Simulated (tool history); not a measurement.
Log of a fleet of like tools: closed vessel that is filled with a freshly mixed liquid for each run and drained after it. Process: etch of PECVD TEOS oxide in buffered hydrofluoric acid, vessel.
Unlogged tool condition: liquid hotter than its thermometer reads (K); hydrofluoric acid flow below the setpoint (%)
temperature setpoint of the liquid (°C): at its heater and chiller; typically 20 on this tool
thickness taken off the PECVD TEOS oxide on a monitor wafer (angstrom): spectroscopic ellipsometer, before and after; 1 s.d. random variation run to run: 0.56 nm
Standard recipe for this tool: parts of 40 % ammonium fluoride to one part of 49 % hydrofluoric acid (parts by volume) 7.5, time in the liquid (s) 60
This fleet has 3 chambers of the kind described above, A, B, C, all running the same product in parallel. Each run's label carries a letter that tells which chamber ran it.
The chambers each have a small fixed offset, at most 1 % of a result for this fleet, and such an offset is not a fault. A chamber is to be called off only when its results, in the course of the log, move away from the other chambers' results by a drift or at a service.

run,hour,temperature setpoint of the liquid (°C),parts of 40 % ammonium fluoride to one part of 49 % hydrofluoric acid (parts by volume),time in the liquid (s),hours since the thermometer was replaced,hours since the hydrofluoric acid flow meter was replaced,"read-back film thickness of the PECVD TEOS oxide reference wafer, read on the same gauge (nm)",thickness taken off the PECVD TEOS oxide on a monitor wafer (angstrom)
1C,10.5,20,7.5,60,1036.4,1611.1,110.03,1149.2
2B,16.7,20,7.5,60,280.5,1149.2,110.01,1162.5
3A,22.2,20,7.5,60,195.5,602.3,110.04,1152.8
4C,28.8,20,7.5,60,1054.7,1629.4,109.99,1141
5B,36.2,20,7.5,60,300,1168.7,109.98,1161.3
6A,45.1,17,6.5,60,218.4,625.2,109.98,1123.9
7B,55.5,17,6.5,60,319.3,1188,110,1133.1
8C,63,17,6.5,60,1088.9,1663.6,110.02,1104.9
9A,72.7,20,7.5,60,246,652.8,110.01,1157.3
10C,79.5,23.5,7.5,60,1105.4,1680.1,109.98,1394.3
11B,87.9,23.5,7.5,60,351.7,1220.4,110.02,1406.3
12A,95.9,23.5,7.5,60,269.2,676,109.98,1412.9
13B,105,20,7.5,60,368.8,1237.5,110.01,1160.5
14A,110.8,22.5,7.5,60,284.1,690.9,110.01,1335.9
15C,118.1,22.5,7.5,60,1144,1718.7,110.01,1319
16C,127.1,22.5,7.5,60,1153,1727.7,109.98,1315.2
17B,132.5,20,7.5,60,396.3,1265,110.01,1165.7
18A,142.6,20,7.5,60,315.9,722.7,109.98,1159.3
19B,151.8,20,7.5,60,415.6,1284.3,109.96,1162.6
20A,159.6,20,7.5,60,332.9,739.7,109.97,1156
21C,170.2,20,7.5,60,1196.1,1770.8,110.02,1142.6
22C,175.7,20,7.5,60,1201.6,1776.3,110,1139.4
23A,182.2,20,7.5,60,355.5,762.3,110.02,1151.9
24B,187.6,20,8.5,60,451.4,1320.1,110,1005.3
25A,196.2,20,8.5,60,369.5,776.3,110.01,1003.4
26B,201.7,20,8.5,60,465.5,1334.2,109.97,1005.3
27C,207.7,20,7.5,60,1233.6,1808.3,110.01,1143.6
28C,213.2,20,7.5,60,1239.1,1813.8,110,1152.6
29A,223.6,20,7.5,60,396.9,803.7,110,1145.1
# hour 227.2: chamber B: hydrofluoric acid flow meter replaced
30B,232.3,20,7.5,60,496.1,5.2,109.96,1160.3
31B,238,20,7.5,60,501.8,10.9,110,1171.3
32C,246.1,20,7.5,60,1272,1846.7,110,1134.8
33A,252.1,20,7.5,60,425.4,832.2,109.98,1137.1
34A,259.7,20,7.5,60,433,839.8,109.98,1134.7
35B,265.9,20,7.5,60,529.7,38.8,109.98,1153.2
36C,270.9,20,7.5,60,1296.8,1871.5,109.97,1146.5
37A,275.9,20,7.5,60,449.2,856,110.01,1134.1
38C,284.8,20,7.5,60,1310.7,1885.4,110.06,1149.6
39B,294,20,7.5,35,557.8,66.9,110.02,680.25
40B,300.4,20,7.5,35,564.2,73.3,110.04,683.13
41C,306.6,20,7.5,35,1332.5,1907.2,110.03,664.31

For the next run the whole fleet of 3 chambers uses the same settings. Give each chamber's results:
42A,314.3,20,8.5,60,,,,?
42B,314.3,20,8.5,60,,,,?
42C,314.3,20,8.5,60,,,,?

run,thickness taken off the PECVD TEOS oxide on a monitor wafer (angstrom)
42A,980.42
42B,1006.6
42C,990.82

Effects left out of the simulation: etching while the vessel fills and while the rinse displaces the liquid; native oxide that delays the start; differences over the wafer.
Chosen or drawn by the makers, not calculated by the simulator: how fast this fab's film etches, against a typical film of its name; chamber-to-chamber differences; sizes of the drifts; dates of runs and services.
